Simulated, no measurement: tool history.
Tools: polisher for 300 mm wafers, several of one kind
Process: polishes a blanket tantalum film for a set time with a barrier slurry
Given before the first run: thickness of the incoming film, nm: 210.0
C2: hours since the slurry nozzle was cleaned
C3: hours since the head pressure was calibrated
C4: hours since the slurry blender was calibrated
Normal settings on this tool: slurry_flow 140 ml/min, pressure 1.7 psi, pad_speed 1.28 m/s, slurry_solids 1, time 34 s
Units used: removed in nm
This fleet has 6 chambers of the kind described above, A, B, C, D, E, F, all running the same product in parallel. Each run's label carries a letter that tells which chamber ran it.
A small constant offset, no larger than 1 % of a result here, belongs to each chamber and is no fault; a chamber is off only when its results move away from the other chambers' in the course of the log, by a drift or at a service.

{"hour": 0.3, "done": "chamber B: worn pad replaced by a new one"}
{"run": "1E", "hour": 4.3, "slurry_flow": 140, "pressure": 1.7, "pad_speed": 1.28, "slurry_solids": 1, "time": 34, "wafers polished on this pad": 1201, "C2": 265.3, "C3": 78.8, "C4": 126.5, "removed": 74.452}
{"hour": 8.1, "done": "chamber C: worn pad replaced by a new one"}
{"run": "2A", "hour": 11.1, "slurry_flow": 140, "pressure": 1.7, "pad_speed": 1.28, "slurry_solids": 1, "time": 34, "wafers polished on this pad": 838, "C2": 400.3, "C3": 254.3, "C4": 91.6, "removed": 75.347}
{"run": "3C", "hour": 15.8, "slurry_flow": 140, "pressure": 1.7, "pad_speed": 1.28, "slurry_solids": 1, "time": 34, "wafers polished on this pad": 129, "C2": 410.6, "C3": 462.6, "C4": 106.6, "removed": 74.112}
{"run": "4D", "hour": 19.3, "slurry_flow": 140, "pressure": 1.7, "pad_speed": 1.28, "slurry_solids": 1, "time": 34, "wafers polished on this pad": 356, "C2": 430.7, "C3": 1412, "C4": 23.8, "removed": 76.701}
{"hour": 20.9, "done": "chamber E: worn pad replaced by a new one"}
{"run": "5B", "hour": 22.5, "slurry_flow": 140, "pressure": 1.7, "pad_speed": 1.28, "slurry_solids": 1, "time": 34, "wafers polished on this pad": 368, "C2": 393.7, "C3": 576.4, "C4": 80.5, "removed": 75.988}
{"run": "6F", "hour": 27.1, "slurry_flow": 100, "pressure": 1.7, "pad_speed": 1.28, "slurry_solids": 0.9, "time": 34, "wafers polished on this pad": 561, "C2": 659.6, "C3": 193.9, "C4": 91, "removed": 67.821}
{"hour": 31.3, "done": "chamber A: slurry nozzle cleaned"}
{"run": "7D", "hour": 31.4, "slurry_flow": 100, "pressure": 1.7, "pad_speed": 1.28, "slurry_solids": 0.9, "time": 34, "wafers polished on this pad": 557, "C2": 442.8, "C3": 1424.1, "C4": 35.9, "removed": 67.388}
{"hour": 33.2, "done": "chamber F: slurry nozzle cleaned"}
{"run": "8B", "hour": 35.8, "slurry_flow": 100, "pressure": 1.7, "pad_speed": 1.28, "slurry_solids": 0.9, "time": 34, "wafers polished on this pad": 589, "C2": 407, "C3": 589.7, "C4": 93.8, "removed": 68.243}
{"hour": 37.0, "done": "chamber A: worn pad replaced by a new one"}
{"run": "9A", "hour": 41.7, "slurry_flow": 100, "pressure": 1.7, "pad_speed": 1.28, "slurry_solids": 0.9, "time": 34, "wafers polished on this pad": 78, "C2": 10.5, "C3": 284.9, "C4": 122.2, "removed": 68.041}
{"run": "10E", "hour": 46.8, "slurry_flow": 100, "pressure": 1.7, "pad_speed": 1.28, "slurry_solids": 0.9, "time": 34, "wafers polished on this pad": 430, "C2": 307.8, "C3": 121.3, "C4": 169, "removed": 67.593}
{"hour": 48.2, "done": "chamber C: worn pad replaced by a new one"}
{"run": "11F", "hour": 51.4, "slurry_flow": 100, "pressure": 1.7, "pad_speed": 1.28, "slurry_solids": 0.9, "time": 34, "wafers polished on this pad": 965, "C2": 18.2, "C3": 218.2, "C4": 115.3, "removed": 69.166}
{"run": "12C", "hour": 56.1, "slurry_flow": 140, "pressure": 1.7, "pad_speed": 1.28, "slurry_solids": 1, "time": 34, "wafers polished on this pad": 132, "C2": 450.9, "C3": 502.9, "C4": 146.9, "removed": 74.782}
{"run": "13A", "hour": 61.9, "slurry_flow": 140, "pressure": 1.7, "pad_speed": 1.28, "slurry_solids": 1, "time": 34, "wafers polished on this pad": 413, "C2": 30.7, "C3": 305.1, "C4": 142.4, "removed": 75.485}
{"run": "14E", "hour": 65.6, "slurry_flow": 140, "pressure": 1.7, "pad_speed": 1.28, "slurry_solids": 1, "time": 34, "wafers polished on this pad": 743, "C2": 326.6, "C3": 140.1, "C4": 187.8, "removed": 75.148}
{"hour": 66.0, "done": "chamber D: slurry nozzle cleaned"}
{"hour": 67.9, "done": "chamber E: slurry blender recalibrated"}
{"hour": 68.5, "done": "chamber B: worn pad replaced by a new one"}
{"run": "15F", "hour": 71.2, "slurry_flow": 140, "pressure": 1.7, "pad_speed": 1.28, "slurry_solids": 1, "time": 34, "wafers polished on this pad": 1294, "C2": 38, "C3": 238, "C4": 135.1, "removed": 75.166}
{"hour": 74.0, "done": "chamber D: worn pad replaced by a new one"}
{"run": "16B", "hour": 76.7, "slurry_flow": 140, "pressure": 1.7, "pad_speed": 1.28, "slurry_solids": 1, "time": 34, "wafers polished on this pad": 137, "C2": 447.9, "C3": 630.6, "C4": 134.7, "removed": 74.386}
{"hour": 77.8, "done": "chamber F: worn pad replaced by a new one"}
{"run": "17C", "hour": 81.0, "slurry_flow": 140, "pressure": 1.7, "pad_speed": 1.28, "slurry_solids": 1, "time": 34, "wafers polished on this pad": 545, "C2": 475.8, "C3": 527.8, "C4": 171.8, "removed": 75.858}
{"run": "18D", "hour": 85.6, "slurry_flow": 140, "pressure": 1.7, "pad_speed": 1.28, "slurry_solids": 1, "time": 34, "wafers polished on this pad": 192, "C2": 19.7, "C3": 1478.3, "C4": 90.1, "removed": 74.709}
{"hour": 87.1, "done": "chamber C: worn pad replaced by a new one"}
{"run": "19B", "hour": 92.2, "slurry_flow": 140, "pressure": 1.7, "pad_speed": 1.28, "slurry_solids": 1, "time": 34, "wafers polished on this pad": 394, "C2": 463.4, "C3": 646.1, "C4": 150.2, "removed": 74.405}
{"hour": 92.6, "done": "chamber E: worn pad replaced by a new one"}
{"hour": 93.1, "done": "chamber D: head pressure recalibrated"}
{"run": "20D", "hour": 95.8, "slurry_flow": 140, "pressure": 1.7, "pad_speed": 1.28, "slurry_solids": 1, "time": 34, "wafers polished on this pad": 362, "C2": 29.9, "C3": 2.7, "C4": 100.3, "removed": 75.126}
{"run": "21F", "hour": 100.7, "slurry_flow": 140, "pressure": 1.7, "pad_speed": 1.28, "slurry_solids": 1, "time": 34, "wafers polished on this pad": 380, "C2": 67.5, "C3": 267.5, "C4": 164.6, "removed": 76.12}
{"hour": 104.0, "done": "chamber F: slurry blender recalibrated"}
{"run": "22E", "hour": 105.8, "slurry_flow": 140, "pressure": 1.7, "pad_speed": 1.28, "slurry_solids": 1, "time": 34, "wafers polished on this pad": 220, "C2": 366.8, "C3": 180.3, "C4": 37.9, "removed": 75.45}
{"run": "23A", "hour": 112.4, "slurry_flow": 140, "pressure": 1.7, "pad_speed": 1.28, "slurry_solids": 1, "time": 34, "wafers polished on this pad": 1252, "C2": 81.2, "C3": 355.6, "C4": 192.9, "removed": 74.774}
{"run": "24C", "hour": 116.6, "slurry_flow": 140, "pressure": 1.7, "pad_speed": 1.28, "slurry_solids": 1, "time": 34, "wafers polished on this pad": 490, "C2": 511.4, "C3": 563.4, "C4": 207.4, "removed": 74.175}
{"run": "25F", "hour": 122.4, "slurry_flow": 140, "pressure": 1.7, "pad_speed": 1.28, "slurry_solids": 1, "time": 34, "wafers polished on this pad": 741, "C2": 89.2, "C3": 289.2, "C4": 18.5, "removed": 75.239}
{"run": "26E", "hour": 126.7, "slurry_flow": 140, "pressure": 1.7, "pad_speed": 1.28, "slurry_solids": 1, "time": 34, "wafers polished on this pad": 567, "C2": 387.7, "C3": 201.2, "C4": 58.8, "removed": 75.7}
{"hour": 127.7, "done": "chamber C: worn pad replaced by a new one"}
{"hour": 129.5, "done": "chamber A: worn pad replaced by a new one"}
{"hour": 131.2, "done": "chamber B: worn pad replaced by a new one"}
{"run": "27D", "hour": 131.8, "slurry_flow": 140, "pressure": 1.7, "pad_speed": 1.28, "slurry_solids": 1, "time": 34, "wafers polished on this pad": 960, "C2": 65.9, "C3": 38.7, "C4": 136.3, "removed": 75.933}
{"run": "28C", "hour": 136.8, "slurry_flow": 140, "pressure": 1.7, "pad_speed": 1.28, "slurry_solids": 1, "time": 34, "wafers polished on this pad": 152, "C2": 531.6, "C3": 583.6, "C4": 227.6, "removed": 74.303}
{"run": "29B", "hour": 142.2, "slurry_flow": 140, "pressure": 1.7, "pad_speed": 1.28, "slurry_solids": 1, "time": 34, "wafers polished on this pad": 183, "C2": 513.4, "C3": 696.1, "C4": 200.2, "removed": 74.377}
{"hour": 143.0, "done": "chamber D: worn pad replaced by a new one"}
{"hour": 146.9, "done": "chamber B: slurry blender recalibrated"}
{"run": "30A", "hour": 148.0, "slurry_flow": 140, "pressure": 1.7, "pad_speed": 1.28, "slurry_solids": 1, "time": 34, "wafers polished on this pad": 307, "C2": 116.8, "C3": 391.2, "C4": 228.5, "removed": 75.968}
{"hour": 151.9, "done": "chamber F: worn pad replaced by a new one"}
{"run": "31A", "hour": 152.7, "slurry_flow": 140, "pressure": 1.7, "pad_speed": 1.28, "slurry_solids": 1, "time": 34, "wafers polished on this pad": 385, "C2": 121.5, "C3": 395.9, "C4": 233.2, "removed": 75.877}
{"run": "32D", "hour": 156.1, "slurry_flow": 140, "pressure": 1.7, "pad_speed": 1.28, "slurry_solids": 1, "time": 34, "wafers polished on this pad": 218, "C2": 90.2, "C3": 63, "C4": 160.6, "removed": 74.207}
{"run": "33F", "hour": 162.3, "slurry_flow": 105, "pressure": 1.7, "pad_speed": 1.7, "slurry_solids": 1, "time": 34, "wafers polished on this pad": 174, "C2": 129.1, "C3": 329.1, "C4": 58.4, "removed": 94.657}
{"hour": 164.4, "done": "chamber A: slurry blender recalibrated"}
{"run": "34B", "hour": 165.4, "slurry_flow": 105, "pressure": 1.7, "pad_speed": 1.7, "slurry_solids": 1, "time": 34, "wafers polished on this pad": 568, "C2": 536.6, "C3": 719.3, "C4": 18.6, "removed": 93.003}
{"hour": 168.3, "done": "chamber C: worn pad replaced by a new one"}
{"hour": 168.3, "done": "chamber D: slurry blender recalibrated"}
{"run": "35E", "hour": 171.4, "slurry_flow": 105, "pressure": 1.7, "pad_speed": 1.7, "slurry_solids": 1, "time": 34, "wafers polished on this pad": 1310, "C2": 432.4, "C3": 245.9, "C4": 103.5, "removed": 94.292}
{"hour": 172.6, "done": "chamber E: slurry nozzle cleaned"}
{"run": "36C", "hour": 174.4, "slurry_flow": 105, "pressure": 1.7, "pad_speed": 1.7, "slurry_solids": 1, "time": 34, "wafers polished on this pad": 101, "C2": 569.2, "C3": 621.2, "C4": 265.2, "removed": 92.329}
{"run": "37B", "hour": 178.5, "slurry_flow": 105, "pressure": 1.7, "pad_speed": 1.7, "slurry_solids": 1, "time": 34, "wafers polished on this pad": 786, "C2": 549.7, "C3": 732.4, "C4": 31.7, "removed": 93.765}
{"run": "38A", "hour": 182.4, "slurry_flow": 105, "pressure": 1.7, "pad_speed": 1.7, "slurry_solids": 1, "time": 34, "wafers polished on this pad": 878, "C2": 151.2, "C3": 425.6, "C4": 18, "removed": 93.749}
{"hour": 186.6, "done": "chamber E: worn pad replaced by a new one"}
{"run": "39C", "hour": 187.3, "slurry_flow": 140, "pressure": 1.7, "pad_speed": 1.28, "slurry_solids": 1, "time": 34, "wafers polished on this pad": 316, "C2": 582.1, "C3": 634.1, "C4": 278.1, "removed": 73.986}
{"run": "40F", "hour": 193.9, "slurry_flow": 140, "pressure": 1.7, "pad_speed": 1.28, "slurry_solids": 1, "time": 34, "wafers polished on this pad": 699, "C2": 160.7, "C3": 360.7, "C4": 90, "removed": 75.249}
{"hour": 199.8, "done": "chamber D: worn pad replaced by a new one"}
{"run": "41D", "hour": 199.8, "slurry_flow": 140, "pressure": 1.7, "pad_speed": 1.28, "slurry_solids": 1, "time": 34, "wafers polished on this pad": 0, "C2": 133.9, "C3": 106.7, "C4": 31.5, "removed": 75.564}
{"run": "42E", "hour": 204.3, "slurry_flow": 140, "pressure": 1.7, "pad_speed": 1.28, "slurry_solids": 1, "time": 34, "wafers polished on this pad": 294, "C2": 31.7, "C3": 278.8, "C4": 136.4, "removed": 75.353}
{"run": "43D", "hour": 208.8, "slurry_flow": 140, "pressure": 1.7, "pad_speed": 1.28, "slurry_solids": 1, "time": 34, "wafers polished on this pad": 150, "C2": 142.9, "C3": 115.7, "C4": 40.5, "removed": 75.784}

One chamber off, gauge drift, or nothing amiss beyond the chambers' own small offsets? If it is a chamber, which one, and what is the likeliest cause?

Nothing is wrong: each chamber keeps only its own small, steady offset and the gauge holds still.
